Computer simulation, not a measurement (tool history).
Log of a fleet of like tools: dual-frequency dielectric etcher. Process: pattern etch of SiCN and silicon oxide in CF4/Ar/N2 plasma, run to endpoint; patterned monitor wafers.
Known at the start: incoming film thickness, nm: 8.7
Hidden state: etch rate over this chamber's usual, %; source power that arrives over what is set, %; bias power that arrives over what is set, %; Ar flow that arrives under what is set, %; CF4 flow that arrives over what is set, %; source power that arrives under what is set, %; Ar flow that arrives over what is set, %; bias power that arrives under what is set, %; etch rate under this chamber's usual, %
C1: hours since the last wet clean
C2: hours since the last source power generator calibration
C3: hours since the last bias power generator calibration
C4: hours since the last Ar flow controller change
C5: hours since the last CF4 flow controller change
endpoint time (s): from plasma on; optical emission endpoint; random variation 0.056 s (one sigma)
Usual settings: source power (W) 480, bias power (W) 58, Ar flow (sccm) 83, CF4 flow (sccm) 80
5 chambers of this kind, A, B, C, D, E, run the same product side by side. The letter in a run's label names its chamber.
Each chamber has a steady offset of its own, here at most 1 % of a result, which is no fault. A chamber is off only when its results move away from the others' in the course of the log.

run 1E day=0.55 | source_power_(W)=480 bias_power_(W)=58 Ar_flow_(sccm)=83 CF4_flow_(sccm)=80 | C1=347.3 C2=2249.5 C3=1958 C4=3966 C5=201.9 | endpoint_time_(s)=9.7737
run 2A day=0.996 | source_power_(W)=480 bias_power_(W)=58 Ar_flow_(sccm)=83 CF4_flow_(sccm)=80 | C1=71.9 C2=1310.9 C3=3189.5 C4=1666 C5=2415.7 | endpoint_time_(s)=9.6903
-- day=1.183 chamber D: wet clean of the chamber
run 3C day=1.442 | source_power_(W)=480 bias_power_(W)=58 Ar_flow_(sccm)=83 CF4_flow_(sccm)=80 | C1=461.2 C2=487.5 C3=1733 C4=4738.8 C5=5120.1 | endpoint_time_(s)=9.8317
run 4B day=1.925 | source_power_(W)=480 bias_power_(W)=58 Ar_flow_(sccm)=83 CF4_flow_(sccm)=80 | C1=545.5 C2=251.4 C3=1192.3 C4=1548.8 C5=505.3 | endpoint_time_(s)=9.6604
run 5D day=2.288 | source_power_(W)=480 bias_power_(W)=58 Ar_flow_(sccm)=83 CF4_flow_(sccm)=80 | C1=26.5 C2=2171.5 C3=345.7 C4=4685.5 C5=1479.4 | endpoint_time_(s)=9.6064
run 6D day=2.738 | source_power_(W)=480 bias_power_(W)=58 Ar_flow_(sccm)=83 CF4_flow_(sccm)=80 | C1=37.3 C2=2182.3 C3=356.5 C4=4696.3 C5=1490.2 | endpoint_time_(s)=9.6632
run 7E day=3.288 | source_power_(W)=550 bias_power_(W)=50 Ar_flow_(sccm)=83 CF4_flow_(sccm)=80 | C1=413 C2=2315.2 C3=2023.7 C4=4031.7 C5=267.6 | endpoint_time_(s)=8.978
-- day=3.421 chamber D: source power generator calibrated
run 8C day=3.604 | source_power_(W)=550 bias_power_(W)=50 Ar_flow_(sccm)=83 CF4_flow_(sccm)=80 | C1=513.1 C2=539.4 C3=1784.9 C4=4790.7 C5=5172 | endpoint_time_(s)=9.0708
run 9A day=4.029 | source_power_(W)=550 bias_power_(W)=50 Ar_flow_(sccm)=83 CF4_flow_(sccm)=80 | C1=144.7 C2=1383.7 C3=3262.3 C4=1738.8 C5=2488.5 | endpoint_time_(s)=8.949
-- day=4.071 chamber B: wet clean of the chamber
run 10B day=4.454 | source_power_(W)=550 bias_power_(W)=50 Ar_flow_(sccm)=83 CF4_flow_(sccm)=80 | C1=9.3 C2=312.1 C3=1253 C4=1609.5 C5=566 | endpoint_time_(s)=9.1151
run 11D day=4.888 | source_power_(W)=550 bias_power_(W)=50 Ar_flow_(sccm)=83 CF4_flow_(sccm)=80 | C1=88.9 C2=35.2 C3=408.1 C4=4747.9 C5=1541.8 | endpoint_time_(s)=8.8221
run 12B day=5.342 | source_power_(W)=550 bias_power_(W)=51 Ar_flow_(sccm)=83 CF4_flow_(sccm)=80 | C1=30.6 C2=333.4 C3=1274.3 C4=1630.8 C5=587.3 | endpoint_time_(s)=8.9471
run 13E day=5.621 | source_power_(W)=550 bias_power_(W)=51 Ar_flow_(sccm)=83 CF4_flow_(sccm)=80 | C1=469 C2=2371.2 C3=2079.7 C4=4087.7 C5=323.6 | endpoint_time_(s)=9.0329
run 14C day=6.162 | source_power_(W)=550 bias_power_(W)=51 Ar_flow_(sccm)=83 CF4_flow_(sccm)=80 | C1=574.5 C2=600.8 C3=1846.3 C4=4852.1 C5=5233.4 | endpoint_time_(s)=9.012
run 15A day=6.638 | source_power_(W)=550 bias_power_(W)=51 Ar_flow_(sccm)=83 CF4_flow_(sccm)=80 | C1=207.3 C2=1446.3 C3=3324.9 C4=1801.4 C5=2551.1 | endpoint_time_(s)=8.9142
run 16D day=6.9 | source_power_(W)=550 bias_power_(W)=51 Ar_flow_(sccm)=83 CF4_flow_(sccm)=80 | C1=137.2 C2=83.5 C3=456.4 C4=4796.2 C5=1590.1 | endpoint_time_(s)=8.9835
run 17A day=7.45 | source_power_(W)=480 bias_power_(W)=58 Ar_flow_(sccm)=83 CF4_flow_(sccm)=80 | C1=226.8 C2=1465.8 C3=3344.4 C4=1820.9 C5=2570.6 | endpoint_time_(s)=9.6597
-- day=7.554 chamber D: Ar flow controller replaced
-- day=7.979 chamber C: wet clean of the chamber
run 18E day=7.988 | source_power_(W)=480 bias_power_(W)=58 Ar_flow_(sccm)=83 CF4_flow_(sccm)=68 | C1=525.8 C2=2428 C3=2136.5 C4=4144.5 C5=380.4 | endpoint_time_(s)=10.141
run 19B day=8.433 | source_power_(W)=480 bias_power_(W)=58 Ar_flow_(sccm)=83 CF4_flow_(sccm)=68 | C1=104.8 C2=407.6 C3=1348.5 C4=1705 C5=661.5 | endpoint_time_(s)=9.9888
run 20C day=8.954 | source_power_(W)=480 bias_power_(W)=58 Ar_flow_(sccm)=83 CF4_flow_(sccm)=68 | C1=23.4 C2=667.8 C3=1913.3 C4=4919.1 C5=5300.4 | endpoint_time_(s)=10.013
run 21C day=9.262 | source_power_(W)=480 bias_power_(W)=58 Ar_flow_(sccm)=83 CF4_flow_(sccm)=68 | C1=30.8 C2=675.2 C3=1920.7 C4=4926.5 C5=5307.8 | endpoint_time_(s)=10.064
run 22D day=9.638 | source_power_(W)=480 bias_power_(W)=58 Ar_flow_(sccm)=83 CF4_flow_(sccm)=68 | C1=202.9 C2=149.2 C3=522.1 C4=50.1 C5=1655.8 | endpoint_time_(s)=9.9162
run 23B day=9.967 | source_power_(W)=480 bias_power_(W)=58 Ar_flow_(sccm)=83 CF4_flow_(sccm)=80 | C1=141.6 C2=444.4 C3=1385.3 C4=1741.8 C5=698.3 | endpoint_time_(s)=9.8375
run 24A day=10.254 | source_power_(W)=480 bias_power_(W)=58 Ar_flow_(sccm)=83 CF4_flow_(sccm)=80 | C1=294.1 C2=1533.1 C3=3411.7 C4=1888.2 C5=2637.9 | endpoint_time_(s)=9.7381
run 25E day=10.617 | source_power_(W)=600 bias_power_(W)=58 Ar_flow_(sccm)=63 CF4_flow_(sccm)=80 | C1=588.9 C2=2491.1 C3=2199.6 C4=4207.6 C5=443.5 | endpoint_time_(s)=7.8543
run 26D day=11.092 | source_power_(W)=600 bias_power_(W)=58 Ar_flow_(sccm)=63 CF4_flow_(sccm)=80 | C1=237.8 C2=184.1 C3=557 C4=85 C5=1690.7 | endpoint_time_(s)=7.5231
run 27A day=11.542 | source_power_(W)=600 bias_power_(W)=58 Ar_flow_(sccm)=63 CF4_flow_(sccm)=80 | C1=325 C2=1564 C3=3442.6 C4=1919.1 C5=2668.8 | endpoint_time_(s)=7.6545
run 28B day=11.975 | source_power_(W)=600 bias_power_(W)=58 Ar_flow_(sccm)=63 CF4_flow_(sccm)=80 | C1=189.8 C2=492.6 C3=1433.5 C4=1790 C5=746.5 | endpoint_time_(s)=7.6768
run 29C day=12.475 | source_power_(W)=600 bias_power_(W)=58 Ar_flow_(sccm)=63 CF4_flow_(sccm)=80 | C1=107.9 C2=752.3 C3=1997.8 C4=5003.6 C5=5384.9 | endpoint_time_(s)=7.7287
run 30E day=12.933 | source_power_(W)=480 bias_power_(W)=58 Ar_flow_(sccm)=83 CF4_flow_(sccm)=80 | C1=644.5 C2=2546.7 C3=2255.2 C4=4263.2 C5=499.1 | endpoint_time_(s)=10.019
-- day=12.983 chamber E: Ar flow controller replaced
-- day=13.283 chamber C: Ar flow controller replaced
run 31D day=13.467 | source_power_(W)=480 bias_power_(W)=58 Ar_flow_(sccm)=83 CF4_flow_(sccm)=80 | C1=294.8 C2=241.1 C3=614 C4=142 C5=1747.7 | endpoint_time_(s)=9.6934
run 32A day=13.842 | source_power_(W)=480 bias_power_(W)=58 Ar_flow_(sccm)=83 CF4_flow_(sccm)=80 | C1=380.2 C2=1619.2 C3=3497.8 C4=1974.3 C5=2724 | endpoint_time_(s)=9.7237
-- day=13.904 chamber C: CF4 flow controller replaced
run 33E day=14.346 | source_power_(W)=480 bias_power_(W)=58 Ar_flow_(sccm)=83 CF4_flow_(sccm)=80 | C1=678.4 C2=2580.6 C3=2289.1 C4=32.8 C5=533 | endpoint_time_(s)=10.266
run 34B day=14.746 | source_power_(W)=480 bias_power_(W)=58 Ar_flow_(sccm)=83 CF4_flow_(sccm)=80 | C1=256.3 C2=559.1 C3=1500 C4=1856.5 C5=813 | endpoint_time_(s)=9.7284
run 35C day=15.104 | source_power_(W)=480 bias_power_(W)=58 Ar_flow_(sccm)=83 CF4_flow_(sccm)=80 | C1=171 C2=815.4 C3=2060.9 C4=43.7 C5=28.8 | endpoint_time_(s)=9.647

Is one chamber off against the others, does the gauge drift, or is nothing wrong? If a chamber is off, say which, and what the likeliest cause is.

Chamber E drifts away from the others.
Cause: etch rate under this chamber's usual, % = 4.17.
The log may not tell that from: source power that arrives under what is set, %.

Here are 4 candidates for chamber E's next run, each the usual settings with a change, their results left as question marks. Which one brings its results back in line with what the others give on the usual settings?
In line means no further than this from the other chambers' mean on the usual settings: endpoint time (s) 0.2
run 36E-1 day=15.504 | source_power_(W)=480 bias_power_(W)=58 Ar_flow_(sccm)=104 CF4_flow_(sccm)=60 | endpoint_time_(s)=?
run 36E-2 day=15.504 | source_power_(W)=480 bias_power_(W)=51 Ar_flow_(sccm)=83 CF4_flow_(sccm)=75 | endpoint_time_(s)=?
run 36E-3 day=15.504 | source_power_(W)=520 bias_power_(W)=60 Ar_flow_(sccm)=83 CF4_flow_(sccm)=80 | endpoint_time_(s)=?
run 36E-4 day=15.504 | source_power_(W)=480 bias_power_(W)=67 Ar_flow_(sccm)=83 CF4_flow_(sccm)=80 | endpoint_time_(s)=?

The other chambers' mean on the usual settings: endpoint time (s) 9.7478
run=36E-1 endpoint_time_(s)=11.088
run=36E-2 endpoint_time_(s)=10.726
run=36E-3 endpoint_time_(s)=9.4105
run=36E-4 endpoint_time_(s)=9.7729
36E-4 brings the chamber back in line.

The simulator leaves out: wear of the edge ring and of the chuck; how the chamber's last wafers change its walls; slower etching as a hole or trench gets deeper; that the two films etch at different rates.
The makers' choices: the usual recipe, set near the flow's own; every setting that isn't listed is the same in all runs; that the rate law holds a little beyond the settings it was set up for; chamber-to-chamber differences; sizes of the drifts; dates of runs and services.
